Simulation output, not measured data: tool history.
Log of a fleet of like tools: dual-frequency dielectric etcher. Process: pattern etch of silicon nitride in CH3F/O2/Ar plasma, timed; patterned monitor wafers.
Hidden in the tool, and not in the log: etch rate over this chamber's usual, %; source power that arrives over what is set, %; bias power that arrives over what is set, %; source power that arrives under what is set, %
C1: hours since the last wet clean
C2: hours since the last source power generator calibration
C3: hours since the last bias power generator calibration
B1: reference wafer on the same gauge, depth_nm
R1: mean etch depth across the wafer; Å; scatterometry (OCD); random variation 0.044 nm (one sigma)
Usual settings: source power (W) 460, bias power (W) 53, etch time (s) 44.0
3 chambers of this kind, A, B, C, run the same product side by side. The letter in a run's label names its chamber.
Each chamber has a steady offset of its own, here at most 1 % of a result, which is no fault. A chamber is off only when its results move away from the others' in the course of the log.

Run 1A, day 0.525: usual settings; C1 439.0; C2 4182.6; C3 2992.5; B1 32.090. Result: R1 294.79 Å.
Run 2B, day 0.788: usual settings; C1 346.8; C2 125.9; C3 556.0; B1 32.088. Result: R1 291.49 Å.
Run 3C, day 1.304: usual settings; C1 123.9; C2 1882.9; C3 4650.4; B1 32.077. Result: R1 293.48 Å.
Run 4A, day 1.575: usual settings; C1 464.2; C2 4207.8; C3 3017.7; B1 32.083. Result: R1 294.22 Å.
Run 5C, day 1.950: usual settings; C1 139.4; C2 1898.4; C3 4665.9; B1 32.088. Result: R1 292.60 Å.
Run 6B, day 2.338: usual settings; C1 384.0; C2 163.1; C3 593.2; B1 32.072. Result: R1 290.77 Å.
Run 7A, day 2.646: usual settings but bias power (W) 58, etch time (s) 51.5; C1 489.9; C2 4233.5; C3 3043.4; B1 32.057. Result: R1 355.03 Å.
At day 2.829: chamber C: bias power generator calibrated.
Run 8C, day 2.958: usual settings but bias power (W) 58, etch time (s) 51.5; C1 163.6; C2 1922.6; C3 3.2; B1 32.048. Result: R1 353.54 Å.
Run 9B, day 3.383: usual settings but bias power (W) 58, etch time (s) 51.5; C1 409.1; C2 188.2; C3 618.3; B1 32.055. Result: R1 349.48 Å.
Run 10A, day 3.771: usual settings but source power (W) 560; C1 516.9; C2 4260.5; C3 3070.4; B1 32.059. Result: R1 317.06 Å.
Run 11B, day 4.221: usual settings but source power (W) 560; C1 429.2; C2 208.3; C3 638.4; B1 32.052. Result: R1 314.41 Å.
Run 12C, day 4.642: usual settings but source power (W) 560; C1 204.0; C2 1963.0; C3 43.6; B1 32.040. Result: R1 315.50 Å.
Run 13B, day 5.096: usual settings; C1 450.2; C2 229.3; C3 659.4; B1 32.037. Result: R1 291.22 Å.
At day 5.504: chamber A: source power generator calibrated.
Run 14C, day 5.571: usual settings but bias power (W) 43, etch time (s) 56.0; C1 226.3; C2 1985.3; C3 65.9; B1 32.037. Result: R1 348.25 Å.
Run 15A, day 5.862: usual settings but bias power (W) 43, etch time (s) 56.0; C1 567.1; C2 8.6; C3 3120.6; B1 32.027. Result: R1 351.59 Å.
Run 16B, day 6.383: usual settings but bias power (W) 43, etch time (s) 56.0; C1 481.1; C2 260.2; C3 690.3; B1 32.005. Result: R1 346.30 Å.
Run 17C, day 6.642: usual settings; C1 252.0; C2 2011.0; C3 91.6; B1 31.997. Result: R1 292.01 Å.
Run 18A, day 6.871: usual settings; C1 591.3; C2 32.8; C3 3144.8; B1 32.005. Result: R1 294.25 Å.
Run 19C, day 7.229: usual settings; C1 266.1; C2 2025.1; C3 105.7; B1 31.992. Result: R1 292.51 Å.
Run 20B, day 7.492: usual settings; C1 507.7; C2 286.8; C3 716.9; B1 32.003. Result: R1 290.46 Å.
Run 21A, day 7.838: usual settings; C1 614.5; C2 56.0; C3 3168.0; B1 31.987. Result: R1 294.37 Å.
At day 7.929: chamber A: bias power generator calibrated.
Run 22C, day 8.221: usual settings; C1 289.9; C2 2048.9; C3 129.5; B1 31.981. Result: R1 292.67 Å.
At day 8.421: chamber A: wet clean of the chamber.
Run 23B, day 8.542: usual settings; C1 532.9; C2 312.0; C3 742.1; B1 31.988. Result: R1 291.13 Å.
Run 24A, day 8.888: usual settings; C1 11.2; C2 81.2; C3 23.1; B1 31.987. Result: R1 293.87 Å.
Run 25B, day 9.362: usual settings but source power (W) 550, bias power (W) 59; C1 552.6; C2 331.7; C3 761.8; B1 31.974. Result: R1 323.20 Å.
Run 26C, day 9.775: usual settings but source power (W) 550, bias power (W) 59; C1 327.2; C2 2086.2; C3 166.8; B1 31.980. Result: R1 324.30 Å.
At day 9.908: chamber B: wet clean of the chamber.
Run 27A, day 10.054: usual settings but source power (W) 550, bias power (W) 59; C1 39.2; C2 109.2; C3 51.1; B1 31.961. Result: R1 326.12 Å.
Run 28A, day 10.396: usual settings; C1 47.4; C2 117.4; C3 59.3; B1 31.961. Result: R1 293.01 Å.
Run 29C, day 10.779: usual settings; C1 351.3; C2 2110.3; C3 190.9; B1 31.951. Result: R1 292.22 Å.
Run 30B, day 11.225: usual settings; C1 31.7; C2 376.4; C3 806.5; B1 31.937. Result: R1 289.72 Å.
Run 31B, day 11.583: usual settings; C1 40.3; C2 385.0; C3 815.1; B1 31.939. Result: R1 289.48 Å.
Run 32A, day 11.908: usual settings; C1 83.7; C2 153.7; C3 95.6; B1 31.942. Result: R1 293.24 Å.
Run 33C, day 12.371: usual settings; C1 389.5; C2 2148.5; C3 229.1; B1 31.924. Result: R1 292.26 Å.
Run 34A, day 12.742: usual settings; C1 103.7; C2 173.7; C3 115.6; B1 31.925. Result: R1 293.03 Å.
Run 35B, day 13.258: usual settings; C1 80.5; C2 425.2; C3 855.3; B1 31.923. Result: R1 288.96 Å.
Run 36C, day 13.517: usual settings; C1 417.0; C2 2176.0; C3 256.6; B1 31.913. Result: R1 291.67 Å.
Run 37B, day 14.033: usual settings; C1 99.1; C2 443.8; C3 873.9; B1 31.912. Result: R1 288.91 Å.

All 3 chambers run these settings next. Forecast each chamber's results:
Run 38A, day 14.412: usual settings but bias power (W) 58. Result: R1 ?.
Run 38B, day 14.412: usual settings but bias power (W) 58. Result: R1 ?.
Run 38C, day 14.412: usual settings but bias power (W) 58. Result: R1 ?.

run      R1
38A  301.46
38B  297.82
38C  300.67
